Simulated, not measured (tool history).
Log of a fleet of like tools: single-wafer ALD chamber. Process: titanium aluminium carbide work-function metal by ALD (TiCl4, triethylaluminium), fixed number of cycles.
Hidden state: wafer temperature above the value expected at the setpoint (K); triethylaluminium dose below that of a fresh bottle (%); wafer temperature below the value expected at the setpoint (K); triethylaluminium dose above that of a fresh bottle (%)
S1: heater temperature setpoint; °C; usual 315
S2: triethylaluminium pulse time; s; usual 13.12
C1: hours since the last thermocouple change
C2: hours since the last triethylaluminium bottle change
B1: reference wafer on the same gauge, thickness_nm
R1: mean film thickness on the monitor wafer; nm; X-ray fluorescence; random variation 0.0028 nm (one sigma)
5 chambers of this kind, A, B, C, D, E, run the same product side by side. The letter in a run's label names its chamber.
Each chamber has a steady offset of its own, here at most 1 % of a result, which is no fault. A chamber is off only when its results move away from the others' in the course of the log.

run 1A hour=8.1 | S1=315 S2=13.12 | C1=214.5 C2=720.6 | B1=2.6099 | R1=2.1744
run 2D hour=16.7 | S1=315 S2=13.12 | C1=900.6 C2=325.7 | B1=2.6091 | R1=2.197
-- hour=18.2 chamber A: triethylaluminium bottle replaced
run 3C hour=21.4 | S1=315 S2=13.12 | C1=157.5 C2=916.8 | B1=2.6085 | R1=2.1944
run 4B hour=27.6 | S1=315 S2=13.12 | C1=775.3 C2=557.5 | B1=2.6082 | R1=2.1785
run 5E hour=38.2 | S1=325 S2=18.02 | C1=1397.2 C2=729.6 | B1=2.6073 | R1=2.2819
run 6B hour=43.5 | S1=325 S2=18.02 | C1=791.2 C2=573.4 | B1=2.6084 | R1=2.2892
-- hour=46.5 chamber E: triethylaluminium bottle replaced
run 7A hour=48.7 | S1=325 S2=18.02 | C1=255.1 C2=30.5 | B1=2.6076 | R1=2.284
run 8C hour=56.4 | S1=325 S2=18.02 | C1=192.5 C2=951.8 | B1=2.6067 | R1=2.3047
run 9D hour=62.1 | S1=325 S2=18.02 | C1=946 C2=371.1 | B1=2.6062 | R1=2.3069
run 10E hour=69.1 | S1=315 S2=13.12 | C1=1428.1 C2=22.7 | B1=2.6071 | R1=2.1702
run 11E hour=78.1 | S1=315 S2=13.12 | C1=1437.1 C2=31.7 | B1=2.6063 | R1=2.1701
run 12A hour=84.4 | S1=315 S2=13.12 | C1=290.8 C2=66.2 | B1=2.6049 | R1=2.1767
run 13C hour=94.5 | S1=321 S2=8.24 | C1=230.6 C2=989.9 | B1=2.6052 | R1=2.1341
run 14D hour=103.8 | S1=321 S2=8.24 | C1=987.7 C2=412.8 | B1=2.6051 | R1=2.1337
run 15B hour=114.4 | S1=321 S2=8.24 | C1=862.1 C2=644.3 | B1=2.6043 | R1=2.1197
run 16A hour=119.6 | S1=321 S2=8.24 | C1=326 C2=101.4 | B1=2.6036 | R1=2.1222
run 17E hour=124.9 | S1=321 S2=8.24 | C1=1483.9 C2=78.5 | B1=2.6035 | R1=2.1117
run 18C hour=132.1 | S1=315 S2=13.12 | C1=268.2 C2=1027.5 | B1=2.6033 | R1=2.1929
run 19D hour=139.8 | S1=315 S2=13.12 | C1=1023.7 C2=448.8 | B1=2.6028 | R1=2.1899
run 20B hour=147 | S1=310 S2=13.12 | C1=894.7 C2=676.9 | B1=2.6027 | R1=2.1282
run 21B hour=156.8 | S1=310 S2=13.12 | C1=904.5 C2=686.7 | B1=2.602 | R1=2.1285
run 22E hour=165.3 | S1=310 S2=13.12 | C1=1524.3 C2=118.9 | B1=2.6029 | R1=2.1243
run 23D hour=172.2 | S1=310 S2=13.12 | C1=1056.1 C2=481.2 | B1=2.6019 | R1=2.1453
run 24A hour=180.7 | S1=310 S2=13.12 | C1=387.1 C2=162.5 | B1=2.6009 | R1=2.126
run 25C hour=188 | S1=315 S2=13.12 | C1=324.1 C2=1083.4 | B1=2.6003 | R1=2.1904
run 26E hour=193.9 | S1=315 S2=13.12 | C1=1552.9 C2=147.5 | B1=2.5997 | R1=2.1639
run 27C hour=204.3 | S1=315 S2=13.12 | C1=340.4 C2=1099.7 | B1=2.5997 | R1=2.1913
run 28D hour=208.9 | S1=308 S2=16.3 | C1=1092.8 C2=517.9 | B1=2.6001 | R1=2.1373
run 29A hour=214.9 | S1=308 S2=16.3 | C1=421.3 C2=196.7 | B1=2.6 | R1=2.1193
run 30B hour=219.7 | S1=308 S2=16.3 | C1=967.4 C2=749.6 | B1=2.5987 | R1=2.1251
-- hour=221.8 chamber D: thermocouple changed; heater temperature recalibrated
run 31E hour=230.3 | S1=308 S2=16.3 | C1=1589.3 C2=183.9 | B1=2.5987 | R1=2.1151
run 32D hour=241 | S1=308 S2=16.3 | C1=19.3 C2=550 | B1=2.5983 | R1=2.1355
run 33C hour=246.2 | S1=326 S2=8.9 | C1=382.3 C2=1141.6 | B1=2.5971 | R1=2.198
run 34B hour=252.7 | S1=326 S2=8.9 | C1=1000.4 C2=782.6 | B1=2.5988 | R1=2.1893
run 35A hour=261.2 | S1=326 S2=8.9 | C1=467.6 C2=243 | B1=2.5967 | R1=2.1781
run 36D hour=269.9 | S1=326 S2=8.9 | C1=48.2 C2=578.9 | B1=2.5967 | R1=2.1989
run 37B hour=276.3 | S1=326 S2=8.9 | C1=1024 C2=806.2 | B1=2.5969 | R1=2.186

What goes on in this fleet: one chamber off, a drifting gauge, or nothing beyond the chambers' own small offsets? Name the chamber and the cause, if any.

The gauge drifts, so all chambers seem to drift together. No chamber is off.
Cause: gauge reads low (%) = 0.532.
